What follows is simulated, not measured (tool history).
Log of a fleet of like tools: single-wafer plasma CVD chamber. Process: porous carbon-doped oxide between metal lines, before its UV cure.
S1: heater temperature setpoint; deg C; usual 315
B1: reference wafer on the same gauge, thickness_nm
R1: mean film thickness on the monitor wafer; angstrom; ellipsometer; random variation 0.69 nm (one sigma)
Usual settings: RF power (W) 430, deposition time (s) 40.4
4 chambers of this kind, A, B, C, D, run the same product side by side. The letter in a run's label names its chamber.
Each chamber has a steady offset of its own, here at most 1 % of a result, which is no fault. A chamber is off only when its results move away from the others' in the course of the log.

Run 1B, hour 15.3: usual settings; B1 212.05. Result: R1 1782.4 angstrom.
Run 2A, hour 29.4: usual settings; B1 211.79. Result: R1 1777.7 angstrom.
Run 3D, hour 44.7: usual settings; B1 211.97. Result: R1 1768.9 angstrom.
Run 4C, hour 53.2: usual settings; B1 212.00. Result: R1 1800.4 angstrom.
Run 5A, hour 66.7: usual settings; B1 212.16. Result: R1 1770.3 angstrom.
Run 6B, hour 75.7: usual settings; B1 212.07. Result: R1 1774.1 angstrom.
Run 7D, hour 89.7: usual settings; B1 212.07. Result: R1 1784.2 angstrom.
Run 8C, hour 102.8: usual settings; B1 211.83. Result: R1 1794.8 angstrom.
Run 9A, hour 109.6: usual settings; B1 211.91. Result: R1 1763.0 angstrom.
Run 10B, hour 118.8: usual settings but RF power (W) 370; B1 211.94. Result: R1 1581.2 angstrom.
Run 11D, hour 134.5: usual settings but RF power (W) 370; B1 211.74. Result: R1 1575.3 angstrom.
Run 12C, hour 147.1: usual settings but RF power (W) 370; B1 211.90. Result: R1 1595.0 angstrom.
Run 13D, hour 159.1: usual settings but RF power (W) 370; B1 211.89. Result: R1 1579.1 angstrom.
Run 14C, hour 167.0: usual settings but S1 328 deg C; B1 212.15. Result: R1 1680.8 angstrom.
Run 15A, hour 177.0: usual settings but S1 328 deg C; B1 211.98. Result: R1 1662.9 angstrom.
Run 16B, hour 192.6: usual settings but S1 328 deg C; B1 212.01. Result: R1 1673.0 angstrom.
Run 17D, hour 206.6: usual settings but S1 328 deg C; B1 211.86. Result: R1 1673.8 angstrom.
Run 18C, hour 213.7: usual settings but RF power (W) 370; B1 211.92. Result: R1 1609.5 angstrom.
Run 19A, hour 229.0: usual settings but RF power (W) 370; B1 212.33. Result: R1 1580.8 angstrom.
Run 20B, hour 237.2: usual settings but RF power (W) 370; B1 211.81. Result: R1 1572.9 angstrom.
Run 21C, hour 245.7: usual settings but RF power (W) 370; B1 212.08. Result: R1 1584.4 angstrom.
Run 22D, hour 258.0: usual settings; B1 211.85. Result: R1 1781.0 angstrom.
Run 23B, hour 273.6: usual settings; B1 211.96. Result: R1 1780.1 angstrom.
Run 24A, hour 286.9: usual settings; B1 212.04. Result: R1 1775.1 angstrom.
Run 25B, hour 296.1: usual settings; B1 211.89. Result: R1 1776.2 angstrom.
Run 26C, hour 307.9: usual settings; B1 212.01. Result: R1 1805.6 angstrom.
Run 27D, hour 318.4: usual settings but RF power (W) 370, deposition time (s) 34.5; B1 211.84. Result: R1 1344.1 angstrom.
Run 28A, hour 328.4: usual settings but RF power (W) 370, deposition time (s) 34.5; B1 211.84. Result: R1 1357.4 angstrom.
Run 29B, hour 336.0: usual settings but RF power (W) 370, deposition time (s) 34.5; B1 211.94. Result: R1 1354.8 angstrom.
At hour 348.1: chamber D: thermocouple changed; heater temperature recalibrated.
Run 30A, hour 351.2: usual settings but RF power (W) 370, deposition time (s) 34.5; B1 211.99. Result: R1 1353.2 angstrom.
Run 31D, hour 359.6: usual settings; B1 211.88. Result: R1 1786.4 angstrom.
Run 32C, hour 369.3: usual settings but RF power (W) 510; B1 212.10. Result: R1 2027.0 angstrom.
Run 33B, hour 380.3: usual settings but RF power (W) 510; B1 212.11. Result: R1 2019.2 angstrom.
Run 34C, hour 389.3: usual settings but RF power (W) 510; B1 212.02. Result: R1 2019.4 angstrom.
Run 35D, hour 404.3: usual settings but RF power (W) 510; B1 212.11. Result: R1 2015.6 angstrom.
Run 36A, hour 419.0: usual settings; B1 211.97. Result: R1 1785.7 angstrom.
Run 37B, hour 432.6: usual settings but deposition time (s) 35.8; B1 211.99. Result: R1 1580.0 angstrom.
Run 38D, hour 440.5: usual settings but deposition time (s) 35.8; B1 211.91. Result: R1 1582.7 angstrom.
Run 39A, hour 451.7: usual settings but deposition time (s) 35.8; B1 212.00. Result: R1 1586.9 angstrom.
Run 40C, hour 463.0: usual settings but deposition time (s) 35.8; B1 212.07. Result: R1 1594.8 angstrom.
Run 41C, hour 477.0: usual settings; B1 212.06. Result: R1 1787.5 angstrom.
Run 42D, hour 491.3: usual settings; B1 212.10. Result: R1 1764.1 angstrom.
Run 43A, hour 499.2: usual settings; B1 212.07. Result: R1 1770.3 angstrom.

Each of the 4 chambers runs these same settings next. Fill in every chamber's results:
Run 44A, hour 510.6: usual settings but S1 306 deg C. Result: R1 ?.
Run 44B, hour 510.6: usual settings but S1 306 deg C. Result: R1 ?.
Run 44C, hour 510.6: usual settings but S1 306 deg C. Result: R1 ?.
Run 44D, hour 510.6: usual settings but S1 306 deg C. Result: R1 ?.

run      R1
44A  1864.0
44B  1859.7
44C  1885.7
44D  1857.8
